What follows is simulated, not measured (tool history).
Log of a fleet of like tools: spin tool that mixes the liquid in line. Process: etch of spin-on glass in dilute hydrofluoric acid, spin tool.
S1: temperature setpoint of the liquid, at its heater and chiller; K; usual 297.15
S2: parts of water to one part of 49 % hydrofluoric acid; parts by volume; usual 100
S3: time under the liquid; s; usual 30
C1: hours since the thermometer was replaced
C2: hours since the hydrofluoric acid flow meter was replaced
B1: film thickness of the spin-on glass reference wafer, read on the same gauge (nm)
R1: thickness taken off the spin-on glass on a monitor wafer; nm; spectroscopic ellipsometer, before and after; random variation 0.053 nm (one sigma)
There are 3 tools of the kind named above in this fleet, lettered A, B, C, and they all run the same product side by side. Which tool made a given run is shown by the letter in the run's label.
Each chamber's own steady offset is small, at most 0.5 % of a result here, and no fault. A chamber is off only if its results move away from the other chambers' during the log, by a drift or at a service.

| run | day | S1 | S2 | S3 | C1 | C2 | B1 | R1 |
|---|---|---|---|---|---|---|---|---|
|  | 0.05 | chamber B: hydrofluoric acid flow meter replaced |
| 1B | 0.096 | 297.15 | 100 | 30 | 2022.4 | 1.1 | 50.016 | 6.6073 |
| 2A | 0.196 | 297.15 | 100 | 30 | 1843.3 | 982.8 | 49.945 | 6.7017 |
| 3C | 0.375 | 297.15 | 100 | 30 | 1802.9 | 1475.6 | 49.988 | 6.6989 |
| 4A | 0.558 | 297.15 | 100 | 30 | 1852 | 991.5 | 50.028 | 6.7802 |
| 5B | 0.742 | 297.15 | 100 | 30 | 2037.9 | 16.6 | 49.994 | 6.6865 |
| 6C | 0.85 | 297.15 | 100 | 30 | 1814.3 | 1487 | 49.972 | 6.6525 |
| 7B | 0.983 | 301.65 | 100 | 30 | 2043.7 | 22.4 | 50.031 | 7.9752 |
| 8A | 1.142 | 301.65 | 100 | 30 | 1866 | 1005.5 | 50.026 | 7.8643 |
| 9C | 1.279 | 301.65 | 100 | 30 | 1824.6 | 1497.3 | 50.022 | 8.0189 |
| 10C | 1.421 | 297.15 | 100 | 30 | 1828 | 1500.7 | 50.032 | 6.6657 |
| 11A | 1.583 | 297.15 | 100 | 30 | 1876.6 | 1016.1 | 49.993 | 6.6209 |
| 12B | 1.754 | 297.15 | 100 | 30 | 2062.2 | 40.9 | 50.035 | 6.6847 |
| 13A | 1.904 | 297.15 | 60 | 30 | 1884.3 | 1023.8 | 50.003 | 11.661 |
| 14B | 2.075 | 297.15 | 60 | 30 | 2069.9 | 48.6 | 49.951 | 11.654 |
| 15C | 2.242 | 297.15 | 60 | 30 | 1847.7 | 1520.4 | 49.96 | 11.535 |
| 16B | 2.342 | 297.15 | 100 | 30 | 2076.3 | 55 | 49.999 | 6.6436 |
| 17C | 2.471 | 297.15 | 100 | 30 | 1853.2 | 1525.9 | 50.02 | 6.4537 |
| 18A | 2.571 | 297.15 | 100 | 30 | 1900.3 | 1039.8 | 49.993 | 6.6599 |
| 19C | 2.696 | 297.15 | 100 | 30 | 1858.6 | 1531.3 | 49.989 | 6.3651 |
| 20B | 2.808 | 297.15 | 100 | 30 | 2087.5 | 66.2 | 49.975 | 6.6419 |
| 21A | 2.971 | 297.15 | 100 | 30 | 1909.9 | 1049.4 | 49.998 | 6.6345 |
| 22B | 3.154 | 297.15 | 100 | 30 | 2095.8 | 74.5 | 50.004 | 6.6614 |
| 23A | 3.312 | 297.15 | 100 | 30 | 1918.1 | 1057.6 | 50.039 | 6.6434 |
| 24C | 3.492 | 297.15 | 60 | 30 | 1877.7 | 1550.4 | 49.982 | 10.977 |
| 25B | 3.633 | 297.15 | 60 | 30 | 2107.3 | 86 | 49.989 | 11.683 |
| 26C | 3.812 | 297.15 | 60 | 30 | 1885.4 | 1558.1 | 49.984 | 10.962 |
| 27A | 3.921 | 297.15 | 100 | 30 | 1932.7 | 1072.2 | 50.008 | 6.613 |
| 28C | 4.012 | 297.15 | 100 | 30 | 1890.2 | 1562.9 | 49.947 | 6.1378 |
| 29A | 4.15 | 297.15 | 100 | 30 | 1938.2 | 1077.7 | 50.05 | 6.6063 |
| 30B | 4.246 | 297.15 | 100 | 30 | 2122 | 100.7 | 49.959 | 6.6816 |
|  | 4.388 | chamber B: thermometer replaced |
| 31B | 4.425 | 297.15 | 100 | 30 | 0.9 | 105 | 50.023 | 6.6791 |
| 32C | 4.562 | 297.15 | 100 | 30 | 1903.4 | 1576.1 | 49.982 | 6.0404 |

Next, all 3 chambers run the settings below, one line each with question marks for the results. What does each chamber give?
| 33A | 4.7 | 297.15 | 100 | 15 |  |  |  | ? |
| 33B | 4.7 | 297.15 | 100 | 15 |  |  |  | ? |
| 33C | 4.7 | 297.15 | 100 | 15 |  |  |  | ? |

| run | R1 |
|---|---|
| 33A | 3.3003 |
| 33B | 3.3633 |
| 33C | 2.9785 |
